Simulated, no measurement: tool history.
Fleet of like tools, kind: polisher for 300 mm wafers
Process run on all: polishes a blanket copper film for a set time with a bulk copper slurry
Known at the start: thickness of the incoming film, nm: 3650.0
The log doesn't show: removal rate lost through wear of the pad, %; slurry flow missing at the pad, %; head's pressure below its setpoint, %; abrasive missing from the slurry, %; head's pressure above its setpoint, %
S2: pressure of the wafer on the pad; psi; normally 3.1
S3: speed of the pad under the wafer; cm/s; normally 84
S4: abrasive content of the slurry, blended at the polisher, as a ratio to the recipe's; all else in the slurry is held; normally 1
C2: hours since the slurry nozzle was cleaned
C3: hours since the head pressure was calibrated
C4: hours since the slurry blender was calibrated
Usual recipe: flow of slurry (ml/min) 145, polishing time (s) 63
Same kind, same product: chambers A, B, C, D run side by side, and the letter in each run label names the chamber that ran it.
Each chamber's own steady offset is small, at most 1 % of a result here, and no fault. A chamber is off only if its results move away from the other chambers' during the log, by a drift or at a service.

-- hour=0.4 chamber C: slurry blender recalibrated
-- hour=12.5 chamber D: worn pad replaced by a new one
-- hour=13.6 chamber C: head pressure recalibrated
run 1B hour=15.8 | flow_of_slurry_(ml/min)=145 S2=3.1 S3=84 S4=1 polishing_time_(s)=63 | wafers_polished_on_this_pad=762 C2=161.6 C3=672.7 C4=159.4 | film_removed_(angstrom)=4580.8
-- hour=17.1 chamber B: worn pad replaced by a new one
run 2D hour=27.4 | flow_of_slurry_(ml/min)=145 S2=3.1 S3=84 S4=1 polishing_time_(s)=63 | wafers_polished_on_this_pad=116 C2=320.3 C3=463.9 C4=465.2 | film_removed_(angstrom)=4338.1
-- hour=38.2 chamber A: slurry nozzle cleaned
run 3C hour=40.4 | flow_of_slurry_(ml/min)=145 S2=3.1 S3=84 S4=1 polishing_time_(s)=63 | wafers_polished_on_this_pad=862 C2=430.5 C3=26.9 C4=40.1 | film_removed_(angstrom)=4424.6
-- hour=43.9 chamber A: worn pad replaced by a new one
run 4A hour=52 | flow_of_slurry_(ml/min)=145 S2=3.1 S3=84 S4=1 polishing_time_(s)=63 | wafers_polished_on_this_pad=62 C2=13.9 C3=274.5 C4=75 | film_removed_(angstrom)=4391.6
-- hour=60.2 chamber D: slurry blender recalibrated
run 5A hour=63.5 | flow_of_slurry_(ml/min)=185 S2=3.1 S3=84 S4=1 polishing_time_(s)=70 | wafers_polished_on_this_pad=151 C2=25.4 C3=286 C4=86.5 | film_removed_(angstrom)=4985.5
-- hour=64.2 chamber C: worn pad replaced by a new one
run 6B hour=73.4 | flow_of_slurry_(ml/min)=185 S2=3.1 S3=84 S4=1 polishing_time_(s)=70 | wafers_polished_on_this_pad=435 C2=219.2 C3=730.3 C4=217 | film_removed_(angstrom)=5060.3
run 7C hour=81.6 | flow_of_slurry_(ml/min)=185 S2=3.1 S3=84 S4=1 polishing_time_(s)=70 | wafers_polished_on_this_pad=134 C2=471.7 C3=68.1 C4=81.3 | film_removed_(angstrom)=5214.6
run 8D hour=96 | flow_of_slurry_(ml/min)=185 S2=3.1 S3=84 S4=1 polishing_time_(s)=70 | wafers_polished_on_this_pad=646 C2=388.9 C3=532.5 C4=35.8 | film_removed_(angstrom)=5050
run 9A hour=110.1 | flow_of_slurry_(ml/min)=145 S2=3.1 S3=84 S4=1 polishing_time_(s)=63 | wafers_polished_on_this_pad=512 C2=72 C3=332.6 C4=133.1 | film_removed_(angstrom)=4422.8
-- hour=112 chamber B: slurry blender recalibrated
run 10B hour=119.2 | flow_of_slurry_(ml/min)=145 S2=3.1 S3=84 S4=1 polishing_time_(s)=63 | wafers_polished_on_this_pad=789 C2=265 C3=776.1 C4=7.2 | film_removed_(angstrom)=4507.9
-- hour=121.9 chamber B: worn pad replaced by a new one
run 11C hour=126.2 | flow_of_slurry_(ml/min)=145 S2=3.1 S3=84 S4=1 polishing_time_(s)=63 | wafers_polished_on_this_pad=479 C2=516.3 C3=112.7 C4=125.9 | film_removed_(angstrom)=4476.6
-- hour=133.1 chamber A: head pressure recalibrated
-- hour=133.7 chamber A: worn pad replaced by a new one
run 12D hour=134.4 | flow_of_slurry_(ml/min)=145 S2=3.1 S3=84 S4=1 polishing_time_(s)=63 | wafers_polished_on_this_pad=943 C2=427.3 C3=570.9 C4=74.2 | film_removed_(angstrom)=4309.3
run 13D hour=143.2 | flow_of_slurry_(ml/min)=145 S2=3.1 S3=84 S4=1 polishing_time_(s)=63 | wafers_polished_on_this_pad=1011 C2=436.1 C3=579.7 C4=83 | film_removed_(angstrom)=4243.8
run 14B hour=150.9 | flow_of_slurry_(ml/min)=145 S2=3.1 S3=84 S4=1 polishing_time_(s)=63 | wafers_polished_on_this_pad=224 C2=296.7 C3=807.8 C4=38.9 | film_removed_(angstrom)=4647.6
run 15C hour=160.9 | flow_of_slurry_(ml/min)=145 S2=3.1 S3=84 S4=1 polishing_time_(s)=63 | wafers_polished_on_this_pad=748 C2=551 C3=147.4 C4=160.6 | film_removed_(angstrom)=4422.7
run 16A hour=174.5 | flow_of_slurry_(ml/min)=145 S2=3.1 S3=84 S4=1 polishing_time_(s)=63 | wafers_polished_on_this_pad=316 C2=136.4 C3=41.4 C4=197.5 | film_removed_(angstrom)=3779.2
-- hour=176.7 chamber D: worn pad replaced by a new one
run 17D hour=184.5 | flow_of_slurry_(ml/min)=145 S2=3.1 S3=84 S4=1 polishing_time_(s)=63 | wafers_polished_on_this_pad=60 C2=477.4 C3=621 C4=124.3 | film_removed_(angstrom)=4193.5
-- hour=188.4 chamber C: worn pad replaced by a new one
run 18B hour=195 | flow_of_slurry_(ml/min)=145 S2=3.1 S3=84 S4=1 polishing_time_(s)=63 | wafers_polished_on_this_pad=566 C2=340.8 C3=851.9 C4=83 | film_removed_(angstrom)=4487.5
run 19A hour=205.6 | flow_of_slurry_(ml/min)=145 S2=3.1 S3=84 S4=1 polishing_time_(s)=63 | wafers_polished_on_this_pad=556 C2=167.5 C3=72.5 C4=228.6 | film_removed_(angstrom)=3789.5
-- hour=210.6 chamber D: slurry nozzle cleaned
run 20C hour=212.9 | flow_of_slurry_(ml/min)=145 S2=3.1 S3=84 S4=1 polishing_time_(s)=63 | wafers_polished_on_this_pad=189 C2=603 C3=199.4 C4=212.6 | film_removed_(angstrom)=4512.9
-- hour=215.1 chamber A: worn pad replaced by a new one
-- hour=220.2 chamber B: worn pad replaced by a new one
run 21D hour=222.6 | flow_of_slurry_(ml/min)=145 S2=3.1 S3=84 S4=1 polishing_time_(s)=63 | wafers_polished_on_this_pad=355 C2=12 C3=659.1 C4=162.4 | film_removed_(angstrom)=4462.7
-- hour=232.6 chamber B: slurry nozzle cleaned
run 22C hour=235.6 | flow_of_slurry_(ml/min)=145 S2=3.1 S3=84 S4=1 polishing_time_(s)=63 | wafers_polished_on_this_pad=365 C2=625.7 C3=222.1 C4=235.3 | film_removed_(angstrom)=4515.1
run 23A hour=247 | flow_of_slurry_(ml/min)=145 S2=3.1 S3=84 S4=1 polishing_time_(s)=63 | wafers_polished_on_this_pad=246 C2=208.9 C3=113.9 C4=270 | film_removed_(angstrom)=3904.8
-- hour=256.8 chamber A: slurry nozzle cleaned
run 24B hour=258.3 | flow_of_slurry_(ml/min)=145 S2=3.1 S3=84 S4=1 polishing_time_(s)=63 | wafers_polished_on_this_pad=294 C2=25.7 C3=915.2 C4=146.3 | film_removed_(angstrom)=4511.3
-- hour=260.7 chamber C: slurry nozzle cleaned
run 25B hour=273.5 | flow_of_slurry_(ml/min)=145 S2=3.1 S3=74 S4=0.75 polishing_time_(s)=63 | wafers_polished_on_this_pad=412 C2=40.9 C3=930.4 C4=161.5 | film_removed_(angstrom)=3638.7
run 26D hour=286.8 | flow_of_slurry_(ml/min)=145 S2=3.1 S3=74 S4=0.75 polishing_time_(s)=63 | wafers_polished_on_this_pad=852 C2=76.2 C3=723.3 C4=226.6 | film_removed_(angstrom)=3696.4
run 27A hour=301.6 | flow_of_slurry_(ml/min)=145 S2=3.1 S3=74 S4=0.75 polishing_time_(s)=63 | wafers_polished_on_this_pad=669 C2=44.8 C3=168.5 C4=324.6 | film_removed_(angstrom)=3212.6
-- hour=303.6 chamber C: worn pad replaced by a new one
-- hour=304.1 chamber A: worn pad replaced by a new one
-- hour=306.8 chamber D: worn pad replaced by a new one
run 28C hour=314.5 | flow_of_slurry_(ml/min)=145 S2=3.1 S3=74 S4=0.75 polishing_time_(s)=63 | wafers_polished_on_this_pad=85 C2=53.9 C3=301 C4=314.2 | film_removed_(angstrom)=3622.3
-- hour=315.7 chamber B: worn pad replaced by a new one
run 29C hour=329.4 | flow_of_slurry_(ml/min)=145 S2=3.1 S3=84 S4=1 polishing_time_(s)=51 | wafers_polished_on_this_pad=200 C2=68.8 C3=315.9 C4=329.1 | film_removed_(angstrom)=3523.7
run 30D hour=341.9 | flow_of_slurry_(ml/min)=145 S2=3.1 S3=84 S4=1 polishing_time_(s)=51 | wafers_polished_on_this_pad=271 C2=131.3 C3=778.4 C4=281.7 | film_removed_(angstrom)=3505.1
-- hour=352.8 chamber A: slurry blender recalibrated
run 31B hour=356.8 | flow_of_slurry_(ml/min)=145 S2=3.1 S3=84 S4=1 polishing_time_(s)=51 | wafers_polished_on_this_pad=318 C2=124.2 C3=1013.7 C4=244.8 | film_removed_(angstrom)=3650.3
run 32A hour=364.2 | flow_of_slurry_(ml/min)=145 S2=3.1 S3=84 S4=1 polishing_time_(s)=51 | wafers_polished_on_this_pad=465 C2=107.4 C3=231.1 C4=11.5 | film_removed_(angstrom)=3161.3
-- hour=373.9 chamber B: slurry blender recalibrated
run 33A hour=377.7 | flow_of_slurry_(ml/min)=145 S2=3.1 S3=84 S4=1 polishing_time_(s)=63 | wafers_polished_on_this_pad=569 C2=120.9 C3=244.6 C4=25 | film_removed_(angstrom)=3785.6
run 34D hour=387.9 | flow_of_slurry_(ml/min)=145 S2=3.1 S3=84 S4=1 polishing_time_(s)=63 | wafers_polished_on_this_pad=627 C2=177.3 C3=824.4 C4=327.7 | film_removed_(angstrom)=4399.2
run 35C hour=401 | flow_of_slurry_(ml/min)=145 S2=3.1 S3=84 S4=1 polishing_time_(s)=63 | wafers_polished_on_this_pad=754 C2=140.4 C3=387.5 C4=400.7 | film_removed_(angstrom)=4523.7
run 36B hour=408 | flow_of_slurry_(ml/min)=145 S2=3.1 S3=84 S4=1 polishing_time_(s)=63 | wafers_polished_on_this_pad=714 C2=175.4 C3=1064.9 C4=34.1 | film_removed_(angstrom)=4390.8
-- hour=422 chamber B: head pressure recalibrated
run 37D hour=423.4 | flow_of_slurry_(ml/min)=145 S2=3.1 S3=84 S4=1 polishing_time_(s)=63 | wafers_polished_on_this_pad=902 C2=212.8 C3=859.9 C4=363.2 | film_removed_(angstrom)=4436.4
-- hour=424.2 chamber B: worn pad replaced by a new one
run 38B hour=432.2 | flow_of_slurry_(ml/min)=145 S2=3.1 S3=66 S4=1.2 polishing_time_(s)=63 | wafers_polished_on_this_pad=62 C2=199.6 C3=10.2 C4=58.3 | film_removed_(angstrom)=3524.5

Is one chamber out of step, is the gauge drifting, or do the chambers differ by no more than their own small offsets? For an off chamber, give its letter and the likeliest cause.

A service left chamber A off against the others.
Cause: head's pressure below its setpoint, % = 12.

Chamber A could run next with any of the 4 candidate recipes listed below; each alters the usual settings, and their results appear as question marks. Which one brings its results back in line with what the other chambers deliver on the usual settings?
In line here means within this much of the mean the other chambers give on the usual settings: film removed (angstrom) 210
run 39A-1 hour=443.8 | flow_of_slurry_(ml/min)=145 S2=3.1 S3=78 S4=1 polishing_time_(s)=58 | film_removed_(angstrom)=?
run 39A-2 hour=443.8 | flow_of_slurry_(ml/min)=145 S2=3.1 S3=78 S4=1 polishing_time_(s)=63 | film_removed_(angstrom)=?
run 39A-3 hour=443.8 | flow_of_slurry_(ml/min)=150 S2=3.6 S3=84 S4=1 polishing_time_(s)=63 | film_removed_(angstrom)=?
run 39A-4 hour=443.8 | flow_of_slurry_(ml/min)=145 S2=3.1 S3=84 S4=1 polishing_time_(s)=68 | film_removed_(angstrom)=?

Other chambers, usual settings, mean: film removed (angstrom) 4413.7
run=39A-1 film_removed_(angstrom)=3255.2
run=39A-2 film_removed_(angstrom)=3535.8
run=39A-3 film_removed_(angstrom)=4443.5
run=39A-4 film_removed_(angstrom)=4114.2
39A-3 puts the chamber back in line with the other chambers.
